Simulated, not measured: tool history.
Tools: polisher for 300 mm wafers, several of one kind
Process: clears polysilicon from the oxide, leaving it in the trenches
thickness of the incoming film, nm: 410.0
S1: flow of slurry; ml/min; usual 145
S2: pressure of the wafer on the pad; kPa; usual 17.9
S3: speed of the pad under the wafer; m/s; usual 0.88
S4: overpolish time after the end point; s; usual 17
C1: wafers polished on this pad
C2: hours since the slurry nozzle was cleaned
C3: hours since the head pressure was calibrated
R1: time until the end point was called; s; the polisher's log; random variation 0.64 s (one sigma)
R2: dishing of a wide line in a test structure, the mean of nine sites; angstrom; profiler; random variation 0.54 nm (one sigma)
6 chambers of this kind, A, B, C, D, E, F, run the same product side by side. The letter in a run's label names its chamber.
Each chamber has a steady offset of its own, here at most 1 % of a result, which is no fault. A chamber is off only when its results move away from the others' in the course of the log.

{"run": "1B", "hour": 4.2, "S1": 145, "S2": 17.9, "S3": 0.88, "S4": 17, "C1": 512, "C2": 169.8, "C3": 272.7, "R1": 33.525, "R2": 368.19}
{"run": "2F", "hour": 8.0, "S1": 145, "S2": 17.9, "S3": 0.88, "S4": 17, "C1": 777, "C2": 164.1, "C3": 979.1, "R1": 34.083, "R2": 367.61}
{"run": "3A", "hour": 12.4, "S1": 145, "S2": 17.9, "S3": 0.88, "S4": 17, "C1": 404, "C2": 466.1, "C3": 181.4, "R1": 32.817, "R2": 369.44}
{"run": "4E", "hour": 17.5, "S1": 145, "S2": 17.9, "S3": 0.88, "S4": 17, "C1": 739, "C2": 328.5, "C3": 153.1, "R1": 34.974, "R2": 375.97}
{"hour": 20.9, "done": "chamber C: worn pad replaced by a new one"}
{"run": "5C", "hour": 20.9, "S1": 145, "S2": 14.5, "S3": 1.02, "S4": 17, "C1": 0, "C2": 208, "C3": 448.7, "R1": 35.585, "R2": 359.07}
{"run": "6D", "hour": 24.1, "S1": 145, "S2": 14.5, "S3": 1.02, "S4": 17, "C1": 634, "C2": 237.3, "C3": 154.4, "R1": 35.69, "R2": 366.71}
{"run": "7D", "hour": 29.7, "S1": 145, "S2": 14.5, "S3": 1.02, "S4": 17, "C1": 721, "C2": 242.9, "C3": 160, "R1": 35.531, "R2": 368}
{"run": "8B", "hour": 35.0, "S1": 145, "S2": 14.5, "S3": 1.02, "S4": 17, "C1": 990, "C2": 200.6, "C3": 303.5, "R1": 35.467, "R2": 356.56}
{"run": "9A", "hour": 41.6, "S1": 145, "S2": 14.5, "S3": 1.02, "S4": 17, "C1": 857, "C2": 495.3, "C3": 210.6, "R1": 36.257, "R2": 374.02}
{"hour": 43.0, "done": "chamber A: worn pad replaced by a new one"}
{"hour": 43.3, "done": "chamber F: worn pad replaced by a new one"}
{"run": "10F", "hour": 46.7, "S1": 145, "S2": 14.5, "S3": 1.02, "S4": 17, "C1": 53, "C2": 202.8, "C3": 1017.8, "R1": 34.744, "R2": 375.53}
{"run": "11C", "hour": 52.5, "S1": 145, "S2": 17.9, "S3": 0.88, "S4": 17, "C1": 491, "C2": 239.6, "C3": 480.3, "R1": 34.187, "R2": 369.37}
{"hour": 52.8, "done": "chamber B: worn pad replaced by a new one"}
{"run": "12E", "hour": 59.4, "S1": 145, "S2": 17.9, "S3": 0.88, "S4": 17, "C1": 1389, "C2": 370.4, "C3": 195, "R1": 33.709, "R2": 374.84}
{"run": "13E", "hour": 62.8, "S1": 145, "S2": 17.9, "S3": 0.88, "S4": 17, "C1": 1442, "C2": 373.8, "C3": 198.4, "R1": 33.782, "R2": 371.78}
{"hour": 66.9, "done": "chamber E: worn pad replaced by a new one"}
{"run": "14D", "hour": 67.3, "S1": 145, "S2": 17.9, "S3": 0.88, "S4": 17, "C1": 1305, "C2": 280.5, "C3": 197.6, "R1": 33.794, "R2": 368.66}
{"run": "15B", "hour": 71.9, "S1": 145, "S2": 17.9, "S3": 0.88, "S4": 17, "C1": 296, "C2": 237.5, "C3": 340.4, "R1": 33.466, "R2": 371.9}
{"run": "16C", "hour": 77.7, "S1": 145, "S2": 17.9, "S3": 0.88, "S4": 17, "C1": 882, "C2": 264.8, "C3": 505.5, "R1": 33.512, "R2": 378.31}
{"hour": 79.3, "done": "chamber C: worn pad replaced by a new one"}
{"run": "17F", "hour": 83.1, "S1": 145, "S2": 17.9, "S3": 0.88, "S4": 17, "C1": 618, "C2": 239.2, "C3": 1054.2, "R1": 33.995, "R2": 373.41}
{"run": "18A", "hour": 87.5, "S1": 145, "S2": 17.9, "S3": 0.88, "S4": 17, "C1": 691, "C2": 541.2, "C3": 256.5, "R1": 34.234, "R2": 371.79}
{"run": "19F", "hour": 92.3, "S1": 120, "S2": 17.9, "S3": 0.68, "S4": 17, "C1": 761, "C2": 248.4, "C3": 1063.4, "R1": 45.822, "R2": 365.81}
{"run": "20C", "hour": 97.3, "S1": 120, "S2": 17.9, "S3": 0.68, "S4": 17, "C1": 280, "C2": 284.4, "C3": 525.1, "R1": 45.215, "R2": 363.21}
{"run": "21E", "hour": 101.9, "S1": 120, "S2": 17.9, "S3": 0.68, "S4": 17, "C1": 543, "C2": 412.9, "C3": 237.5, "R1": 46.651, "R2": 367.19}
{"run": "22D", "hour": 106.0, "S1": 120, "S2": 17.9, "S3": 0.68, "S4": 17, "C1": 1906, "C2": 319.2, "C3": 236.3, "R1": 45.501, "R2": 365.12}
{"hour": 110.2, "done": "chamber A: worn pad replaced by a new one"}
{"run": "23B", "hour": 111.7, "S1": 120, "S2": 17.9, "S3": 0.68, "S4": 17, "C1": 914, "C2": 277.3, "C3": 380.2, "R1": 45.704, "R2": 360.08}
{"run": "24A", "hour": 115.9, "S1": 120, "S2": 17.9, "S3": 0.68, "S4": 17, "C1": 88, "C2": 569.6, "C3": 284.9, "R1": 45.433, "R2": 363.26}
{"run": "25E", "hour": 119.3, "S1": 145, "S2": 17.9, "S3": 0.88, "S4": 25, "C1": 813, "C2": 430.3, "C3": 254.9, "R1": 33.927, "R2": 377.5}
{"hour": 120.0, "done": "chamber C: head pressure recalibrated"}
{"hour": 124.2, "done": "chamber B: worn pad replaced by a new one"}
{"run": "26B", "hour": 125.2, "S1": 145, "S2": 17.9, "S3": 0.88, "S4": 25, "C1": 15, "C2": 290.8, "C3": 393.7, "R1": 33.896, "R2": 372.13}
{"run": "27F", "hour": 129.9, "S1": 145, "S2": 17.9, "S3": 0.88, "S4": 25, "C1": 1344, "C2": 286, "C3": 1101, "R1": 35.217, "R2": 372.57}
{"hour": 134.5, "done": "chamber F: worn pad replaced by a new one"}
{"run": "28D", "hour": 135.0, "S1": 145, "S2": 17.9, "S3": 0.88, "S4": 25, "C1": 2356, "C2": 348.2, "C3": 265.3, "R1": 36.017, "R2": 361.25}
{"run": "29C", "hour": 138.3, "S1": 145, "S2": 17.9, "S3": 0.88, "S4": 25, "C1": 917, "C2": 325.4, "C3": 18.4, "R1": 32.672, "R2": 386.8}
{"hour": 139.1, "done": "chamber C: slurry nozzle cleaned"}
{"run": "30A", "hour": 142.1, "S1": 145, "S2": 17.9, "S3": 0.88, "S4": 25, "C1": 495, "C2": 595.8, "C3": 311.1, "R1": 34.196, "R2": 371.53}
{"run": "31B", "hour": 146.6, "S1": 145, "S2": 17.9, "S3": 0.88, "S4": 17, "C1": 347, "C2": 312.2, "C3": 415.1, "R1": 33.991, "R2": 368.33}
{"hour": 150.5, "done": "chamber C: worn pad replaced by a new one"}
{"run": "32F", "hour": 152.0, "S1": 145, "S2": 17.9, "S3": 1.12, "S4": 17, "C1": 272, "C2": 308.1, "C3": 1123.1, "R1": 27.055, "R2": 370.13}
{"hour": 154.6, "done": "chamber B: head pressure recalibrated"}
{"run": "33C", "hour": 157.0, "S1": 145, "S2": 17.9, "S3": 1.12, "S4": 17, "C1": 101, "C2": 18, "C3": 37.1, "R1": 27.002, "R2": 370.77}
{"run": "34E", "hour": 162.8, "S1": 145, "S2": 17.9, "S3": 1.12, "S4": 17, "C1": 1489, "C2": 473.8, "C3": 298.4, "R1": 26.957, "R2": 368.23}
{"run": "35D", "hour": 167.9, "S1": 145, "S2": 17.9, "S3": 1.12, "S4": 17, "C1": 2866, "C2": 381.1, "C3": 298.2, "R1": 27.601, "R2": 365.13}
{"hour": 171.1, "done": "chamber E: worn pad replaced by a new one"}
{"run": "36A", "hour": 174.0, "S1": 145, "S2": 17.9, "S3": 1.12, "S4": 17, "C1": 990, "C2": 627.7, "C3": 343, "R1": 26.612, "R2": 366.95}
{"hour": 176.2, "done": "chamber A: slurry nozzle cleaned"}
{"hour": 177.3, "done": "chamber A: worn pad replaced by a new one"}
{"run": "37F", "hour": 180.0, "S1": 145, "S2": 17.9, "S3": 1.12, "S4": 17, "C1": 706, "C2": 336.1, "C3": 1151.1, "R1": 26.917, "R2": 359.62}
{"run": "38B", "hour": 184.0, "S1": 145, "S2": 17.9, "S3": 0.88, "S4": 17, "C1": 928, "C2": 349.6, "C3": 29.5, "R1": 34.909, "R2": 372.97}
{"run": "39E", "hour": 189.6, "S1": 145, "S2": 17.9, "S3": 0.88, "S4": 17, "C1": 287, "C2": 500.6, "C3": 325.2, "R1": 34.348, "R2": 375.4}
{"run": "40A", "hour": 193.4, "S1": 145, "S2": 17.9, "S3": 0.88, "S4": 17, "C1": 250, "C2": 17.3, "C3": 362.4, "R1": 33.63, "R2": 377.19}
{"run": "41C", "hour": 200.5, "S1": 145, "S2": 17.9, "S3": 0.88, "S4": 7, "C1": 776, "C2": 61.5, "C3": 80.6, "R1": 34.076, "R2": 338.63}
{"run": "42D", "hour": 205.0, "S1": 145, "S2": 17.9, "S3": 0.88, "S4": 7, "C1": 3442, "C2": 418.2, "C3": 335.3, "R1": 36.267, "R2": 320.69}
{"run": "43C", "hour": 208.4, "S1": 145, "S2": 17.9, "S3": 0.88, "S4": 7, "C1": 899, "C2": 69.4, "C3": 88.5, "R1": 34.096, "R2": 337.87}
{"run": "44E", "hour": 213.6, "S1": 145, "S2": 17.9, "S3": 0.88, "S4": 7, "C1": 660, "C2": 524.6, "C3": 349.2, "R1": 34.425, "R2": 336.46}

Is one chamber off against the others, does the gauge drift, or is nothing wrong? If a chamber is off, say which, and what the likeliest cause is.

Chamber D drifts away from the others.
Cause: removal rate lost through wear of the pad, % = 11.7.
The log may not tell that from: slurry flow missing at the pad, %; head's pressure below its setpoint, %.

Here are 4 candidates for chamber D's next run, each the usual settings with a change, their results left as question marks. Which one brings its results back in line with what the others give on the usual settings?
In line means no further than this from the other chambers' mean on the usual settings: R1 2.2 s; R2 19 angstrom
{"run": "45D-1", "hour": 218.7, "S1": 145, "S2": 19.3, "S3": 0.92, "S4": 20, "R1": "?", "R2": "?"}
{"run": "45D-2", "hour": 218.7, "S1": 140, "S2": 15.9, "S3": 0.8, "S4": 16, "R1": "?", "R2": "?"}
{"run": "45D-3", "hour": 218.7, "S1": 150, "S2": 20, "S3": 0.98, "S4": 22, "R1": "?", "R2": "?"}
{"run": "45D-4", "hour": 218.7, "S1": 145, "S2": 16.5, "S3": 0.84, "S4": 14, "R1": "?", "R2": "?"}

The other chambers' mean on the usual settings: R1 34.066 s; R2 369.26 angstrom
run=45D-1 R1=34.236 R2=365.43
run=45D-2 R1=48.134 R2=356.69
run=45D-3 R1=30.872 R2=365.87
run=45D-4 R1=43.684 R2=355.38
45D-1 brings the chamber back in line.

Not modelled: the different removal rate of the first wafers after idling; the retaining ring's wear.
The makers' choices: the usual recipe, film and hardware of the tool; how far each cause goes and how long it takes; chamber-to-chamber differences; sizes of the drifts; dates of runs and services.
